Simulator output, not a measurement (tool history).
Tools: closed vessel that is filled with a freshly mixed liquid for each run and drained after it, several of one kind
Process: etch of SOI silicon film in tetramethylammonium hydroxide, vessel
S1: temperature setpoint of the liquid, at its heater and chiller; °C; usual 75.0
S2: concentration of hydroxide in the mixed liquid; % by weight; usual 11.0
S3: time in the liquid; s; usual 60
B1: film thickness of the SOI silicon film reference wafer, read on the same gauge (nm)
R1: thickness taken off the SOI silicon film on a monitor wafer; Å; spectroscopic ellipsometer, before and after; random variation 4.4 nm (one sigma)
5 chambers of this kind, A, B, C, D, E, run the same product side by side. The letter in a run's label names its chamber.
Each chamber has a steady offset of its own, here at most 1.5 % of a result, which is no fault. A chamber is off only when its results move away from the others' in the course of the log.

run	hour	S1	S2	S3	B1	R1
1B	8.4	75.0	11.0	60	89.991	5999.1
2C	15.5	75.0	11.0	60	90.019	5761.6
3A	23.5	75.0	11.0	60	90.041	5900.5
4E	31.1	75.0	11.0	60	89.974	5923.6
# hour 38.9: chamber A: thermometer replaced
5D	39.5	75.0	11.0	60	89.961	5907.7
6C	45.9	75.0	11.0	60	89.947	5894.2
# hour 51.2: chamber E: thermometer replaced
7A	54.3	75.0	11.0	35	90.007	3411.4
8D	58.9	75.0	11.0	35	89.934	3446.5
9B	66.3	75.0	11.0	35	89.922	3479.9
10E	72.7	75.0	11.0	35	89.986	3444.5
11E	77.7	75.0	11.0	35	90.027	3464.2
12B	82.7	75.0	14.5	35	90.007	3039.9
13D	91.2	75.0	14.5	35	89.988	3070.5
14A	95.6	75.0	14.5	35	89.974	3021.9
15C	100.8	75.0	14.5	35	89.970	3005.3
16C	105.0	75.0	14.5	35	90.036	2957.6
17A	109.6	75.0	8.0	45	89.977	4899.9
18E	114.4	75.0	8.0	45	89.999	4960.6
19B	121.7	75.0	8.0	45	89.967	4940.5
20D	125.8	75.0	8.0	45	90.040	4970.3
21D	131.4	75.0	8.0	45	90.000	4952.1
22E	139.6	75.0	11.0	60	90.049	5820.2
23C	146.1	75.0	11.0	60	90.000	5858.5
24A	152.7	80.5	9.5	60	89.999	8495.7
25B	159.9	80.5	9.5	60	89.972	8488.8
26B	166.0	80.5	9.5	60	89.965	8347.6
27A	171.1	80.5	9.5	60	90.021	8264.6
28D	179.7	80.5	9.5	60	89.980	8504.0
29C	186.9	75.0	11.0	60	89.993	5762.8
30E	190.8	75.0	11.0	60	89.928	5848.5
# hour 196.6: chamber E: hydroxide flow meter replaced
31D	199.2	75.0	11.0	60	89.954	5963.7
32C	206.3	75.0	11.0	60	89.997	5914.3
33A	213.1	75.0	11.0	60	90.065	5894.1
# hour 219.6: chamber B: hydroxide flow meter replaced
34B	221.6	75.0	11.0	80	89.978	7827.5
35E	229.0	75.0	11.0	80	89.968	7814.2
36C	236.3	75.0	11.0	80	90.042	7746.8
37B	244.2	75.0	11.0	80	90.056	7892.1
38D	248.5	75.0	11.0	80	90.016	7942.6
39A	254.9	77.5	11.0	30	89.969	3366.3
40E	259.1	77.5	11.0	30	90.022	3392.5
41D	266.1	77.5	11.0	30	89.995	3408.2
42E	272.9	77.5	11.0	30	89.958	3420.6

Next, every chamber runs the same settings. What will each give?
43A	279.1	75.0	14.5	60		?
43B	279.1	75.0	14.5	60		?
43C	279.1	75.0	14.5	60		?
43D	279.1	75.0	14.5	60		?
43E	279.1	75.0	14.5	60		?

run	R1
43A	5156.6
43B	5252.2
43C	5153.4
43D	5194.4
43E	5232.3

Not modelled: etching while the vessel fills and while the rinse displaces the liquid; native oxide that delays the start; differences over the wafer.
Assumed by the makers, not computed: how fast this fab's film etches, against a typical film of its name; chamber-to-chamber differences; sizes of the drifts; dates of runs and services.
